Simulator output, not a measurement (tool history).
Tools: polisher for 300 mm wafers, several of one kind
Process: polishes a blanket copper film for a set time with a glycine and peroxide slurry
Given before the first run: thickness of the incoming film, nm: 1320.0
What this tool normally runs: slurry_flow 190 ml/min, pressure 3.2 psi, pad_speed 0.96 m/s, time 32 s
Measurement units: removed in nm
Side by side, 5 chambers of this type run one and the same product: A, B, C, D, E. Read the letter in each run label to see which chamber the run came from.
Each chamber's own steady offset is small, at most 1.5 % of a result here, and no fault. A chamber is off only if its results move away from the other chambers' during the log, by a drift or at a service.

| run | hour | slurry_flow | pressure | pad_speed | time | wafers polished on this pad | hours since the slurry nozzle was cleaned | hours since the head pressure was calibrated | removed |
|---|---|---|---|---|---|---|---|---|---|
|  | 7.2 | chamber C: worn pad replaced by a new one |
| 1E | 9.6 | 190 | 3.2 | 0.96 | 32 | 403 | 190.3 | 1354.5 | 185.88 |
|  | 11.0 | chamber C: head pressure recalibrated |
| 2B | 16.4 | 190 | 3.2 | 0.96 | 32 | 584 | 179.3 | 758.6 | 179.70 |
|  | 23.1 | chamber D: worn pad replaced by a new one |
|  | 23.7 | chamber A: worn pad replaced by a new one |
| 3C | 25.7 | 190 | 3.2 | 0.96 | 32 | 173 | 211.7 | 14.7 | 184.21 |
|  | 30.8 | chamber B: worn pad replaced by a new one |
| 4D | 34.4 | 190 | 3.2 | 0.96 | 32 | 106 | 323.8 | 681.9 | 183.65 |
| 5A | 39.8 | 190 | 3.2 | 0.96 | 32 | 150 | 124.4 | 439.3 | 187.30 |
|  | 44.8 | chamber E: head pressure recalibrated |
| 6B | 47.1 | 190 | 3.2 | 0.96 | 32 | 152 | 210.0 | 789.3 | 182.72 |
| 7D | 53.5 | 190 | 3.2 | 0.96 | 32 | 284 | 342.9 | 701.0 | 183.67 |
| 8E | 59.8 | 190 | 3.2 | 0.96 | 32 | 873 | 240.5 | 15.0 | 182.91 |
| 9A | 64.3 | 190 | 3.2 | 0.96 | 32 | 380 | 148.9 | 463.8 | 186.05 |
| 10C | 72.2 | 190 | 3.2 | 0.96 | 32 | 608 | 258.2 | 61.2 | 188.19 |
| 11C | 77.9 | 190 | 3.2 | 0.96 | 32 | 661 | 263.9 | 66.9 | 184.82 |
| 12B | 83.5 | 190 | 3.2 | 0.96 | 32 | 493 | 246.4 | 825.7 | 184.13 |
| 13E | 90.6 | 190 | 3.2 | 0.96 | 32 | 1161 | 271.3 | 45.8 | 180.49 |
| 14D | 95.4 | 190 | 3.2 | 0.96 | 32 | 676 | 384.8 | 742.9 | 183.27 |
|  | 99.4 | chamber A: worn pad replaced by a new one |
| 15A | 103.3 | 190 | 3.2 | 0.96 | 32 | 36 | 187.9 | 502.8 | 186.01 |
| 16A | 108.0 | 190 | 3.2 | 0.96 | 32 | 80 | 192.6 | 507.5 | 185.62 |
| 17B | 114.7 | 190 | 3.2 | 0.96 | 32 | 784 | 277.6 | 856.9 | 180.03 |
|  | 119.0 | chamber D: worn pad replaced by a new one |
| 18D | 120.4 | 235 | 3.2 | 1.20 | 32 | 13 | 409.8 | 767.9 | 231.05 |
|  | 122.6 | chamber B: worn pad replaced by a new one |
| 19C | 128.8 | 235 | 3.2 | 1.20 | 32 | 1138 | 314.8 | 117.8 | 230.75 |
| 20E | 136.0 | 235 | 3.2 | 1.20 | 32 | 1586 | 316.7 | 91.2 | 224.56 |
| 21A | 141.9 | 235 | 3.2 | 1.20 | 32 | 397 | 226.5 | 541.4 | 226.82 |
| 22C | 148.4 | 235 | 3.2 | 1.20 | 32 | 1321 | 334.4 | 137.4 | 227.79 |
|  | 149.0 | chamber D: slurry nozzle cleaned |
| 23E | 156.9 | 190 | 3.2 | 0.96 | 32 | 1781 | 337.6 | 112.1 | 177.06 |
| 24D | 163.3 | 190 | 3.2 | 0.96 | 32 | 414 | 14.3 | 810.8 | 181.33 |
|  | 165.9 | chamber C: worn pad replaced by a new one |
|  | 167.7 | chamber A: worn pad replaced by a new one |
| 25B | 173.3 | 190 | 3.2 | 0.96 | 32 | 475 | 336.2 | 915.5 | 183.82 |
|  | 175.5 | chamber E: slurry nozzle cleaned |
| 26B | 181.1 | 135 | 4.1 | 0.96 | 32 | 548 | 344.0 | 923.3 | 212.70 |
| 27E | 187.8 | 135 | 4.1 | 0.96 | 32 | 2070 | 12.3 | 143.0 | 207.70 |
| 28C | 198.0 | 135 | 4.1 | 0.96 | 32 | 300 | 384.0 | 187.0 | 218.84 |
|  | 201.4 | chamber B: worn pad replaced by a new one |
|  | 205.9 | chamber D: worn pad replaced by a new one |
| 29A | 205.9 | 135 | 4.1 | 0.96 | 32 | 358 | 290.5 | 605.4 | 217.37 |
| 30D | 214.2 | 135 | 4.1 | 0.96 | 32 | 77 | 65.2 | 861.7 | 213.12 |
|  | 220.3 | chamber A: slurry nozzle cleaned |
| 31C | 223.5 | 190 | 3.2 | 0.96 | 28 | 539 | 409.5 | 212.5 | 161.54 |
|  | 225.6 | chamber C: slurry nozzle cleaned |
| 32D | 229.0 | 190 | 3.2 | 0.96 | 28 | 216 | 80.0 | 876.5 | 159.73 |
| 33A | 233.6 | 190 | 3.2 | 0.96 | 28 | 617 | 13.4 | 633.1 | 163.33 |
| 34E | 239.9 | 190 | 3.2 | 0.96 | 28 | 2558 | 64.4 | 195.1 | 148.96 |
| 35B | 244.7 | 190 | 3.2 | 0.96 | 28 | 405 | 407.6 | 986.9 | 159.07 |
|  | 248.4 | chamber A: worn pad replaced by a new one |
| 36A | 250.9 | 190 | 3.2 | 0.96 | 32 | 24 | 30.7 | 650.4 | 186.46 |
| 37D | 261.1 | 190 | 3.2 | 0.96 | 32 | 516 | 112.1 | 908.6 | 184.60 |
| 38C | 269.3 | 190 | 3.2 | 0.96 | 32 | 967 | 43.8 | 258.3 | 183.93 |
|  | 272.1 | chamber B: slurry nozzle cleaned |
| 39B | 279.2 | 190 | 3.2 | 0.96 | 32 | 728 | 7.2 | 1021.4 | 182.04 |
| 40E | 287.2 | 190 | 3.2 | 0.96 | 32 | 3000 | 111.7 | 242.4 | 169.83 |
| 41A | 292.8 | 190 | 3.2 | 0.96 | 32 | 415 | 72.6 | 692.3 | 183.53 |
| 42E | 300.0 | 190 | 3.2 | 0.96 | 32 | 3120 | 124.5 | 255.2 | 166.41 |

Is one chamber out of step, is the gauge drifting, or do the chambers differ by no more than their own small offsets? For an off chamber, give its letter and the likeliest cause.

It is chamber E that slowly wanders off from its peers.
What lies behind it: removal rate lost through wear of the pad, % = 9.66.
Not necessarily distinguishable in this log from: head's pressure below its setpoint, %.

Below are 4 candidate recipes for chamber E's next run, each the usual settings with a change, their results shown as question marks. Which of them brings E's results back in line with what the other chambers give on the usual settings?
In line here means within this much of the mean the other chambers give on the usual settings: removed 5.40 nm
| 43E-1 | 307.3 | 195 | 3.2 | 1.06 | 36 |  |  |  | ? |
| 43E-2 | 307.3 | 190 | 3.2 | 1.00 | 34 |  |  |  | ? |
| 43E-3 | 307.3 | 190 | 3.0 | 0.90 | 29 |  |  |  | ? |
| 43E-4 | 307.3 | 190 | 3.1 | 0.92 | 31 |  |  |  | ? |

On the usual settings, the other chambers give on average: removed 183.95 nm
| run | removed |
|---|---|
| 43E-1 | 203.20 |
| 43E-2 | 181.99 |
| 43E-3 | 134.65 |
| 43E-4 | 150.62 |
It is 43E-2 that realigns the chamber with its peers.

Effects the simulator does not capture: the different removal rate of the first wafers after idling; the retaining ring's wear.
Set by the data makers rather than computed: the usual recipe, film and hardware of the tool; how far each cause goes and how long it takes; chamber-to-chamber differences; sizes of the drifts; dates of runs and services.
